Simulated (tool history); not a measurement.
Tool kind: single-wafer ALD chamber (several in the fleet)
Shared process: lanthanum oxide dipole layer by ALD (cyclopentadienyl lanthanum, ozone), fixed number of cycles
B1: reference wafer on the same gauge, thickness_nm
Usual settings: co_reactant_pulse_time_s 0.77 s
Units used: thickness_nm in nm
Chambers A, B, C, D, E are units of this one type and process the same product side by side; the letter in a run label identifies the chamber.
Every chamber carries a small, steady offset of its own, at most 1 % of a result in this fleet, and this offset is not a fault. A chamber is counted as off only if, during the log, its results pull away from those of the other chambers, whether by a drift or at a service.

{"run": "1A", "hour": 3.5, "co_reactant_pulse_time_s": 0.77, "B1": 0.48402, "thickness_nm": 0.45639}
{"run": "2B", "hour": 8.5, "co_reactant_pulse_time_s": 0.77, "B1": 0.48416, "thickness_nm": 0.45536}
{"run": "3D", "hour": 11.1, "co_reactant_pulse_time_s": 0.77, "B1": 0.48403, "thickness_nm": 0.45176}
{"run": "4C", "hour": 14.8, "co_reactant_pulse_time_s": 0.77, "B1": 0.4842, "thickness_nm": 0.45397}
{"run": "5E", "hour": 18.5, "co_reactant_pulse_time_s": 0.77, "B1": 0.48432, "thickness_nm": 0.45245}
{"run": "6E", "hour": 22.5, "co_reactant_pulse_time_s": 0.77, "B1": 0.48428, "thickness_nm": 0.45056}
{"run": "7A", "hour": 27.5, "co_reactant_pulse_time_s": 0.77, "B1": 0.48431, "thickness_nm": 0.45664}
{"run": "8C", "hour": 31.0, "co_reactant_pulse_time_s": 0.77, "B1": 0.48442, "thickness_nm": 0.45472}
{"run": "9D", "hour": 34.4, "co_reactant_pulse_time_s": 0.77, "B1": 0.48455, "thickness_nm": 0.45244}
{"run": "10B", "hour": 39.4, "co_reactant_pulse_time_s": 0.77, "B1": 0.48448, "thickness_nm": 0.45512}
{"run": "11E", "hour": 44.5, "co_reactant_pulse_time_s": 0.77, "B1": 0.48471, "thickness_nm": 0.45228}
{"run": "12C", "hour": 46.7, "co_reactant_pulse_time_s": 0.49, "B1": 0.48462, "thickness_nm": 0.36213}
{"run": "13A", "hour": 50.7, "co_reactant_pulse_time_s": 0.49, "B1": 0.4849, "thickness_nm": 0.36443}
{"run": "14D", "hour": 53.1, "co_reactant_pulse_time_s": 0.49, "B1": 0.48493, "thickness_nm": 0.3586}
{"run": "15B", "hour": 55.8, "co_reactant_pulse_time_s": 0.49, "B1": 0.48497, "thickness_nm": 0.3609}
{"run": "16E", "hour": 58.4, "co_reactant_pulse_time_s": 0.49, "B1": 0.48488, "thickness_nm": 0.35744}
{"run": "17C", "hour": 62.3, "co_reactant_pulse_time_s": 0.77, "B1": 0.48489, "thickness_nm": 0.45473}
{"run": "18A", "hour": 66.1, "co_reactant_pulse_time_s": 0.77, "B1": 0.4851, "thickness_nm": 0.4581}
{"run": "19D", "hour": 70.6, "co_reactant_pulse_time_s": 0.77, "B1": 0.48499, "thickness_nm": 0.45117}
{"run": "20B", "hour": 73.8, "co_reactant_pulse_time_s": 0.77, "B1": 0.48516, "thickness_nm": 0.45492}
{"run": "21A", "hour": 78.4, "co_reactant_pulse_time_s": 0.77, "B1": 0.48531, "thickness_nm": 0.45708}
{"run": "22D", "hour": 81.8, "co_reactant_pulse_time_s": 0.77, "B1": 0.48536, "thickness_nm": 0.4529}
{"run": "23C", "hour": 85.6, "co_reactant_pulse_time_s": 0.89, "B1": 0.48544, "thickness_nm": 0.4821}
{"run": "24E", "hour": 90.5, "co_reactant_pulse_time_s": 0.89, "B1": 0.48546, "thickness_nm": 0.47876}
{"run": "25B", "hour": 93.4, "co_reactant_pulse_time_s": 0.89, "B1": 0.48542, "thickness_nm": 0.4832}
{"run": "26B", "hour": 97.5, "co_reactant_pulse_time_s": 0.89, "B1": 0.48532, "thickness_nm": 0.48254}
{"run": "27E", "hour": 100.9, "co_reactant_pulse_time_s": 0.89, "B1": 0.48557, "thickness_nm": 0.47998}
{"run": "28A", "hour": 105.9, "co_reactant_pulse_time_s": 0.77, "B1": 0.48563, "thickness_nm": 0.4568}
{"run": "29C", "hour": 110.2, "co_reactant_pulse_time_s": 0.77, "B1": 0.48579, "thickness_nm": 0.45459}
{"hour": 111.2, "done": "chamber B: ozone generator serviced"}
{"run": "30D", "hour": 115.2, "co_reactant_pulse_time_s": 0.77, "B1": 0.48575, "thickness_nm": 0.45348}
{"run": "31D", "hour": 119.4, "co_reactant_pulse_time_s": 0.77, "B1": 0.48586, "thickness_nm": 0.45293}
{"run": "32E", "hour": 121.9, "co_reactant_pulse_time_s": 0.77, "B1": 0.48589, "thickness_nm": 0.4537}
{"run": "33A", "hour": 126.4, "co_reactant_pulse_time_s": 0.77, "B1": 0.486, "thickness_nm": 0.45851}
{"run": "34B", "hour": 129.0, "co_reactant_pulse_time_s": 0.56, "B1": 0.48597, "thickness_nm": 0.39058}
{"run": "35C", "hour": 131.2, "co_reactant_pulse_time_s": 0.56, "B1": 0.48594, "thickness_nm": 0.39172}
{"run": "36B", "hour": 135.3, "co_reactant_pulse_time_s": 0.56, "B1": 0.48603, "thickness_nm": 0.39026}
{"run": "37E", "hour": 140.0, "co_reactant_pulse_time_s": 0.56, "B1": 0.48612, "thickness_nm": 0.38755}
{"run": "38C", "hour": 144.3, "co_reactant_pulse_time_s": 0.56, "B1": 0.48607, "thickness_nm": 0.392}
{"run": "39A", "hour": 149.3, "co_reactant_pulse_time_s": 0.77, "B1": 0.48623, "thickness_nm": 0.45773}
{"run": "40D", "hour": 151.6, "co_reactant_pulse_time_s": 0.77, "B1": 0.48634, "thickness_nm": 0.45449}

Does one chamber stand apart from the rest, does the shared gauge drift, or is all well apart from small per-chamber offsets? Give the chamber and the most likely cause, where there is one.

The shared gauge is drifting. All chambers look as if they move in step, but none is off.
Most likely cause: gauge reads high (%) = 0.496.
